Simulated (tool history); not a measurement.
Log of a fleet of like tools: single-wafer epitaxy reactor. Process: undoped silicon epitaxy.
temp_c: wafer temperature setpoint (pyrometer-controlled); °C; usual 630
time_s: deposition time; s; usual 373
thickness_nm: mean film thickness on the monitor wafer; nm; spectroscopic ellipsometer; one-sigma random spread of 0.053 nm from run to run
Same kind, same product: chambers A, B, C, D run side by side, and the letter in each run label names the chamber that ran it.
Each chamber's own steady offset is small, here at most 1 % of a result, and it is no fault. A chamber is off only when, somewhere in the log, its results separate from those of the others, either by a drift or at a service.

| run | hour | temp_c | time_s | hours since the last pyrometer calibration | read-back reference wafer on the same gauge, thickness_nm | thickness_nm |
|---|---|---|---|---|---|---|
| 1D | 8.1 | 630 | 373 | 650.5 | 38.401 | 39.900 |
| 2B | 13.2 | 630 | 373 | 294.6 | 38.411 | 40.363 |
| 3C | 18.2 | 630 | 373 | 595.4 | 38.413 | 39.920 |
| 4A | 26.8 | 630 | 373 | 862.8 | 38.434 | 40.308 |
| 5B | 31.4 | 630 | 373 | 312.8 | 38.442 | 40.326 |
| 6A | 39.2 | 630 | 373 | 875.2 | 38.448 | 40.370 |
| 7D | 44.6 | 630 | 373 | 687.0 | 38.448 | 39.886 |
| 8C | 51.9 | 630 | 373 | 629.1 | 38.454 | 40.071 |
| 9B | 60.0 | 630 | 373 | 341.4 | 38.462 | 40.514 |
| 10D | 68.4 | 630 | 373 | 710.8 | 38.483 | 39.864 |
| 11A | 76.6 | 630 | 373 | 912.6 | 38.506 | 40.404 |
| 12C | 85.9 | 630 | 373 | 663.1 | 38.494 | 40.104 |
| 13A | 91.9 | 630 | 373 | 927.9 | 38.496 | 40.412 |
| 14D | 96.8 | 630 | 373 | 739.2 | 38.507 | 39.905 |
| 15C | 104.1 | 630 | 373 | 681.3 | 38.532 | 40.045 |
| 16B | 112.5 | 630 | 373 | 393.9 | 38.540 | 40.585 |
| 17A | 118.6 | 618 | 423 | 954.6 | 38.534 | 34.680 |
| 18D | 126.6 | 618 | 423 | 769.0 | 38.546 | 34.253 |
| 19B | 133.6 | 618 | 423 | 415.0 | 38.540 | 34.718 |
| 20C | 142.1 | 618 | 423 | 719.3 | 38.568 | 34.492 |
| 21B | 148.2 | 630 | 373 | 429.6 | 38.569 | 40.516 |
| 22D | 153.9 | 630 | 373 | 796.3 | 38.577 | 40.031 |
| 23C | 161.7 | 630 | 373 | 738.9 | 38.592 | 40.180 |
| 24A | 168.4 | 630 | 373 | 1004.4 | 38.587 | 40.545 |
| 25A | 174.8 | 630 | 373 | 1010.8 | 38.606 | 40.527 |
| 26D | 179.1 | 630 | 373 | 821.5 | 38.594 | 39.925 |

One chamber off, gauge drift, or nothing amiss beyond the chambers' own small offsets? If it is a chamber, which one, and what is the likeliest cause?

The shared gauge is drifting. All chambers look as if they move in step, but none is off.
What lies behind it: gauge reads high (%) = 0.552.

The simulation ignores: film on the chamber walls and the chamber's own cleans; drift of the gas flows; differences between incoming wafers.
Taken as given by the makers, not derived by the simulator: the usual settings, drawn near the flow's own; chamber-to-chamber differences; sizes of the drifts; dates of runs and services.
